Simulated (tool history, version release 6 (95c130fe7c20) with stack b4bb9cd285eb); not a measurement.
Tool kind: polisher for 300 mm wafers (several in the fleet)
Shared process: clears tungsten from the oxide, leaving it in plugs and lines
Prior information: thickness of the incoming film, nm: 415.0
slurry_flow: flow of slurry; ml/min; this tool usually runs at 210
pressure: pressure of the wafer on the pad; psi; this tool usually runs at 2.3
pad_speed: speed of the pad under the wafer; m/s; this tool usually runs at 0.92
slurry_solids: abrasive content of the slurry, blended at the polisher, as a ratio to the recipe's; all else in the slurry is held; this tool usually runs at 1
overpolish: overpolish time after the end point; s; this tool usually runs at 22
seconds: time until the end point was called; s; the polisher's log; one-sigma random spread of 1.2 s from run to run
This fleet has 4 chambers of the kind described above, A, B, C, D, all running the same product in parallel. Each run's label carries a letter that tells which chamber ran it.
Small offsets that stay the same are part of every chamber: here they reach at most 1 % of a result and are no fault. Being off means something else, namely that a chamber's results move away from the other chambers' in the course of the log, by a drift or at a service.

| run | day | slurry_flow | pressure | pad_speed | slurry_solids | overpolish | wafers polished on this pad | hours since the slurry nozzle was cleaned | hours since the head pressure was calibrated | hours since the slurry blender was calibrated | hours since the slurry got fresh peroxide | seconds |
|---|---|---|---|---|---|---|---|---|---|---|---|---|
| 1C | 0.117 | 210 | 2.3 | 0.92 | 1 | 22 | 198 | 236.5 | 712.4 | 139.8 | 42 | 143.6 |
| 2B | 0.279 | 210 | 2.3 | 0.92 | 1 | 22 | 264 | 242.6 | 199.4 | 308.2 | 172.4 | 146.98 |
|  | 0.412 | chamber B: slurry tank refilled with fresh slurry and peroxide |
| 3A | 0.421 | 210 | 2.3 | 0.92 | 1 | 22 | 688 | 78.4 | 78.6 | 156.8 | 63 | 145.97 |
| 4D | 0.562 | 210 | 2.3 | 0.92 | 1 | 22 | 800 | 54.9 | 387.3 | 62 | 44.1 | 146.62 |
|  | 0.683 | chamber B: slurry nozzle cleaned |
| 5B | 0.725 | 175 | 2.3 | 0.92 | 1 | 22 | 354 | 1 | 210.1 | 318.9 | 7.6 | 150.65 |
|  | 0.808 | chamber A: worn pad replaced by a new one |
| 6C | 0.858 | 175 | 2.3 | 0.92 | 1 | 22 | 348 | 254.3 | 730.2 | 157.6 | 59.8 | 148.89 |
| 7D | 1 | 175 | 2.3 | 0.92 | 1 | 22 | 889 | 65.4 | 397.8 | 72.5 | 54.6 | 147.59 |
| 8A | 1.162 | 175 | 2.3 | 0.92 | 1 | 22 | 72 | 96.2 | 96.4 | 174.6 | 80.8 | 149.78 |
| 9B | 1.288 | 210 | 2.3 | 0.92 | 1 | 22 | 469 | 14.5 | 223.6 | 332.4 | 21.1 | 145.59 |
| 10C | 1.421 | 210 | 2.3 | 0.64 | 0.75 | 22 | 463 | 267.8 | 743.7 | 171.1 | 73.3 | 224.41 |
| 11D | 1.571 | 210 | 2.3 | 0.64 | 0.75 | 22 | 1005 | 79.1 | 411.5 | 86.2 | 68.3 | 225.97 |
| 12A | 1.75 | 210 | 2.3 | 0.64 | 0.75 | 22 | 191 | 110.3 | 110.5 | 188.7 | 94.9 | 224.15 |
| 13B | 1.833 | 210 | 2.3 | 0.64 | 0.75 | 22 | 580 | 27.6 | 236.7 | 345.5 | 34.2 | 226.88 |
| 14D | 1.992 | 210 | 2.3 | 0.92 | 1 | 22 | 1091 | 89.2 | 421.6 | 96.3 | 78.4 | 146.21 |
| 15A | 2.138 | 210 | 2.3 | 0.92 | 1 | 22 | 270 | 119.6 | 119.8 | 198 | 104.2 | 146.5 |
|  | 2.146 | chamber C: worn pad replaced by a new one |
|  | 2.158 | chamber C: slurry blender recalibrated |
| 16C | 2.321 | 210 | 2.3 | 0.92 | 1 | 22 | 35 | 289.4 | 765.3 | 3.9 | 94.9 | 147.76 |
| 17B | 2.467 | 210 | 2.3 | 0.92 | 1 | 22 | 709 | 42.8 | 251.9 | 360.7 | 49.4 | 147.76 |
| 18D | 2.617 | 210 | 2.3 | 1.04 | 1 | 22 | 1218 | 104.2 | 436.6 | 111.3 | 93.4 | 129.33 |
| 19C | 2.746 | 210 | 2.3 | 1.04 | 1 | 22 | 122 | 299.6 | 775.5 | 14.1 | 105.1 | 131.61 |
|  | 2.767 | chamber C: slurry tank refilled with fresh slurry and peroxide |
| 20A | 2.846 | 210 | 2.3 | 1.04 | 1 | 22 | 414 | 136.6 | 136.8 | 215 | 121.2 | 128.42 |
| 21A | 2.971 | 210 | 2.3 | 1.04 | 1 | 22 | 440 | 139.6 | 139.8 | 218 | 124.2 | 129.24 |
| 22D | 3.092 | 210 | 2.3 | 0.92 | 1 | 22 | 1314 | 115.6 | 448 | 122.7 | 104.8 | 145.31 |
| 23C | 3.238 | 210 | 2.3 | 0.92 | 1 | 22 | 222 | 311.4 | 787.3 | 25.9 | 11.4 | 151.01 |
| 24B | 3.325 | 210 | 2.3 | 0.92 | 1 | 22 | 883 | 63.4 | 272.5 | 381.3 | 70 | 147.39 |
| 25D | 3.458 | 210 | 2.3 | 0.92 | 1 | 22 | 1389 | 124.4 | 456.8 | 131.5 | 113.6 | 143.12 |
| 26C | 3.558 | 210 | 2.3 | 0.92 | 1 | 22 | 287 | 319.1 | 795 | 33.6 | 19.1 | 150.86 |

All chambers now run identical settings, listed one chamber a line with results as question marks. What results will each chamber show?
| 27A | 3.688 | 210 | 2.3 | 0.92 | 1 | 22 |  |  |  |  |  | ? |
| 27B | 3.688 | 210 | 2.3 | 0.92 | 1 | 22 |  |  |  |  |  | ? |
| 27C | 3.688 | 210 | 2.3 | 0.92 | 1 | 22 |  |  |  |  |  | ? |
| 27D | 3.688 | 210 | 2.3 | 0.92 | 1 | 22 |  |  |  |  |  | ? |

| run | seconds |
|---|---|
| 27A | 147.97 |
| 27B | 146.41 |
| 27C | 152.12 |
| 27D | 146.7 |
